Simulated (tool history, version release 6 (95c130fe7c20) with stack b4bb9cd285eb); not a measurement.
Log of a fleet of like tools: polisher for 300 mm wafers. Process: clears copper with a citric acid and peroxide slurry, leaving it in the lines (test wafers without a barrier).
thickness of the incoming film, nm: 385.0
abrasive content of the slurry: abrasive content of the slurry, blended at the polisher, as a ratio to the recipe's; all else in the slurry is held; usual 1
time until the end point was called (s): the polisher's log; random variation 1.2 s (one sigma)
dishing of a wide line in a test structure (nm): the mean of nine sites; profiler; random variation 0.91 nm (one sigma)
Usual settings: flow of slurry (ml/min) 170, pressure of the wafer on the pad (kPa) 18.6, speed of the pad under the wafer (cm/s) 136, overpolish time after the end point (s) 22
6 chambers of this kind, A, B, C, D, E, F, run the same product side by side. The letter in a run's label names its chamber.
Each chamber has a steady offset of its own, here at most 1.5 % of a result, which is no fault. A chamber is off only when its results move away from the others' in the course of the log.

| run | day | flow of slurry (ml/min) | pressure of the wafer on the pad (kPa) | speed of the pad under the wafer (cm/s) | abrasive content of the slurry | overpolish time after the end point (s) | time until the end point was called (s) | dishing of a wide line in a test structure (nm) |
|---|---|---|---|---|---|---|---|---|
| 1C | 0.258 | 170 | 18.6 | 136 | 1 | 22 | 142.18 | 37.155 |
| 2D | 0.538 | 170 | 18.6 | 136 | 1 | 22 | 143.21 | 39.179 |
|  | 0.717 | chamber C: slurry blender recalibrated |
| 3E | 0.738 | 170 | 18.6 | 136 | 1 | 22 | 138.45 | 37.554 |
| 4A | 0.858 | 170 | 18.6 | 136 | 1 | 22 | 142.5 | 37.361 |
|  | 0.971 | chamber E: worn pad replaced by a new one |
| 5B | 1.083 | 170 | 18.6 | 152 | 1 | 22 | 129.62 | 42.182 |
|  | 1.125 | chamber F: worn pad replaced by a new one |
| 6F | 1.288 | 170 | 18.6 | 152 | 1 | 22 | 127.48 | 42.907 |
|  | 1.388 | chamber D: slurry blender recalibrated |
| 7D | 1.546 | 170 | 18.6 | 152 | 1 | 22 | 130.01 | 42.725 |
|  | 1.662 | chamber D: worn pad replaced by a new one |
| 8B | 1.696 | 170 | 18.6 | 152 | 1 | 22 | 129.18 | 43.971 |
|  | 1.838 | chamber A: worn pad replaced by a new one |
| 9C | 1.892 | 170 | 18.6 | 152 | 1 | 22 | 129.4 | 41.418 |
| 10E | 2.079 | 170 | 18.6 | 152 | 1 | 22 | 127.06 | 41.856 |
| 11A | 2.204 | 170 | 18.6 | 136 | 1 | 22 | 143.39 | 39.923 |
|  | 2.362 | chamber C: head pressure recalibrated |
| 12F | 2.467 | 205 | 18.6 | 136 | 1 | 22 | 140.1 | 39.32 |
|  | 2.5 | chamber B: worn pad replaced by a new one |
| 13D | 2.588 | 205 | 18.6 | 136 | 1 | 22 | 138.19 | 41.538 |
| 14B | 2.808 | 205 | 18.6 | 136 | 1 | 22 | 140.14 | 40.674 |
| 15C | 3.071 | 205 | 18.6 | 136 | 1 | 22 | 152.58 | 35.59 |
|  | 3.246 | chamber B: slurry blender recalibrated |
| 16E | 3.267 | 205 | 18.6 | 136 | 1 | 22 | 137.89 | 39.779 |
|  | 3.271 | chamber B: head pressure recalibrated |
| 17A | 3.425 | 205 | 18.6 | 136 | 1 | 22 | 140.36 | 41.091 |
| 18F | 3.558 | 170 | 18.6 | 136 | 1 | 22 | 142.87 | 39.223 |
|  | 3.667 | chamber F: slurry blender recalibrated |
| 19D | 3.738 | 170 | 18.6 | 136 | 1 | 22 | 142.6 | 38.166 |
|  | 3.746 | chamber B: slurry nozzle cleaned |
|  | 3.892 | chamber C: worn pad replaced by a new one |
| 20C | 3.933 | 170 | 18.6 | 136 | 1 | 22 | 156.36 | 36.404 |
|  | 3.971 | chamber F: worn pad replaced by a new one |
| 21F | 4.162 | 170 | 18.6 | 136 | 1 | 22 | 141.17 | 40.112 |
| 22A | 4.3 | 170 | 18.6 | 136 | 1 | 22 | 143.76 | 40.419 |
| 23E | 4.542 | 170 | 18.6 | 136 | 1 | 22 | 142.58 | 38.552 |
| 24B | 4.788 | 170 | 18.6 | 136 | 1 | 22 | 144.34 | 40.016 |
| 25C | 5.029 | 170 | 18.6 | 136 | 1 | 22 | 156.34 | 34.902 |
|  | 5.129 | chamber A: worn pad replaced by a new one |
| 26A | 5.204 | 170 | 18.6 | 136 | 1 | 22 | 139.58 | 39.238 |
| 27D | 5.421 | 170 | 14.5 | 136 | 1 | 22 | 182.08 | 31.254 |
|  | 5.625 | chamber E: worn pad replaced by a new one |
| 28F | 5.688 | 170 | 14.5 | 136 | 1 | 22 | 180.03 | 31.294 |
| 29B | 5.862 | 170 | 14.5 | 136 | 1 | 22 | 184.73 | 31.975 |
| 30E | 6.008 | 170 | 14.5 | 136 | 1 | 22 | 181.63 | 32.471 |
|  | 6.146 | chamber C: slurry blender recalibrated |
| 31A | 6.192 | 170 | 14.5 | 136 | 1 | 22 | 184.45 | 31.204 |
| 32C | 6.362 | 170 | 14.5 | 136 | 1 | 22 | 200.47 | 28.748 |
|  | 6.546 | chamber F: worn pad replaced by a new one |
| 33F | 6.567 | 170 | 18.6 | 136 | 1 | 22 | 140.3 | 39.882 |
| 34D | 6.812 | 170 | 18.6 | 136 | 1 | 22 | 143.2 | 40.508 |
| 35B | 7.025 | 170 | 18.6 | 136 | 1 | 22 | 145.23 | 39.577 |
| 36E | 7.192 | 170 | 22.8 | 136 | 0.9 | 22 | 120.55 | 45.832 |
| 37D | 7.321 | 170 | 22.8 | 136 | 0.9 | 22 | 121.31 | 46.153 |
|  | 7.442 | chamber B: worn pad replaced by a new one |
| 38B | 7.567 | 170 | 22.8 | 136 | 0.9 | 22 | 120.24 | 47.465 |

All 6 chambers run these settings next. Forecast each chamber's results:
| 39A | 7.762 | 125 | 18.6 | 136 | 1 | 22 | ? | ? |
| 39B | 7.762 | 125 | 18.6 | 136 | 1 | 22 | ? | ? |
| 39C | 7.762 | 125 | 18.6 | 136 | 1 | 22 | ? | ? |
| 39D | 7.762 | 125 | 18.6 | 136 | 1 | 22 | ? | ? |
| 39E | 7.762 | 125 | 18.6 | 136 | 1 | 22 | ? | ? |
| 39F | 7.762 | 125 | 18.6 | 136 | 1 | 22 | ? | ? |

| run | time until the end point was called (s) | dishing of a wide line in a test structure (nm) |
|---|---|---|
| 39A | 151.75 | 36.473 |
| 39B | 151.89 | 37.587 |
| 39C | 165.73 | 34.344 |
| 39D | 151.16 | 37.176 |
| 39E | 150.23 | 37.777 |
| 39F | 151.9 | 37.553 |
